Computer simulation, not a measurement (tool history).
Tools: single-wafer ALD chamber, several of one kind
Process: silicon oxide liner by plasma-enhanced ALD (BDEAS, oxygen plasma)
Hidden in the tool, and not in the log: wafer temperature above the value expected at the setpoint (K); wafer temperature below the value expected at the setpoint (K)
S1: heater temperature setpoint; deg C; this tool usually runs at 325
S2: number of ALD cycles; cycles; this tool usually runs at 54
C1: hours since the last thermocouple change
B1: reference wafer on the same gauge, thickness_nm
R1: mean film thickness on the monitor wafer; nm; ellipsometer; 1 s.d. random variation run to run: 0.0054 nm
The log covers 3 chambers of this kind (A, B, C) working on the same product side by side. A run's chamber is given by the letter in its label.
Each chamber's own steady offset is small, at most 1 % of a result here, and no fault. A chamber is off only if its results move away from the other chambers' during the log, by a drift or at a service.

| run | hour | S1 | S2 | C1 | B1 | R1 |
|---|---|---|---|---|---|---|
| 1A | 4.9 | 325 | 54 | 1888.9 | 5.2111 | 4.8538 |
| 2C | 10.1 | 325 | 54 | 891.5 | 5.2101 | 4.8847 |
| 3B | 16.5 | 325 | 54 | 484.0 | 5.2117 | 4.8491 |
| 4A | 24.0 | 325 | 54 | 1908.0 | 5.2131 | 4.8488 |
| 5C | 28.1 | 325 | 54 | 909.5 | 5.2123 | 4.8871 |
| 6B | 35.9 | 317 | 45 | 503.4 | 5.2141 | 4.0872 |
| 7B | 39.9 | 317 | 45 | 507.4 | 5.2139 | 4.1011 |
| 8C | 46.5 | 317 | 45 | 927.9 | 5.2145 | 4.1150 |
| 9A | 51.7 | 325 | 54 | 1935.7 | 5.2148 | 4.8462 |
| 10C | 58.2 | 325 | 54 | 939.6 | 5.2158 | 4.8965 |
| 11B | 62.3 | 325 | 54 | 529.8 | 5.2165 | 4.8539 |
| 12A | 70.5 | 313 | 62 | 1954.5 | 5.2182 | 5.6737 |
| 13B | 78.9 | 313 | 62 | 546.4 | 5.2201 | 5.6635 |
| 14A | 82.9 | 313 | 62 | 1966.9 | 5.2183 | 5.6844 |
| 15C | 90.3 | 325 | 54 | 971.7 | 5.2183 | 4.8909 |
| 16A | 97.6 | 325 | 54 | 1981.6 | 5.2199 | 4.8590 |
| 17B | 103.3 | 325 | 54 | 570.8 | 5.2203 | 4.8630 |
| 18C | 109.3 | 325 | 54 | 990.7 | 5.2220 | 4.8917 |
| 19C | 115.5 | 325 | 54 | 996.9 | 5.2211 | 4.8954 |
| 20A | 123.5 | 325 | 54 | 2007.5 | 5.2216 | 4.8648 |
| 21B | 131.0 | 325 | 54 | 598.5 | 5.2223 | 4.8534 |
| 22A | 139.5 | 325 | 54 | 2023.5 | 5.2232 | 4.8585 |
| 23B | 145.9 | 325 | 60 | 613.4 | 5.2247 | 5.4067 |
| 24C | 151.9 | 325 | 60 | 1033.3 | 5.2245 | 5.4413 |
| 25B | 155.8 | 325 | 60 | 623.3 | 5.2249 | 5.3916 |
| 26C | 161.4 | 325 | 54 | 1042.8 | 5.2240 | 4.8988 |
| 27A | 170.0 | 325 | 54 | 2054.0 | 5.2255 | 4.8610 |
| 28B | 178.3 | 325 | 54 | 645.8 | 5.2292 | 4.8632 |
| 29A | 186.8 | 325 | 54 | 2070.8 | 5.2285 | 4.8706 |
| 30C | 193.8 | 325 | 54 | 1075.2 | 5.2286 | 4.9043 |
| 31C | 201.7 | 325 | 54 | 1083.1 | 5.2293 | 4.8951 |
| 32B | 206.3 | 325 | 54 | 673.8 | 5.2305 | 4.8682 |
| 33A | 214.1 | 325 | 54 | 2098.1 | 5.2327 | 4.8732 |
| 34A | 222.5 | 325 | 54 | 2106.5 | 5.2341 | 4.8757 |
| 35B | 228.8 | 325 | 54 | 696.3 | 5.2332 | 4.8703 |

Is one chamber off against the others, does the gauge drift, or is nothing wrong? If a chamber is off, say which, and what the likeliest cause is.

The shared gauge is drifting. All chambers look as if they move in step, but none is off.
What lies behind it: gauge reads high (%) = 0.459.
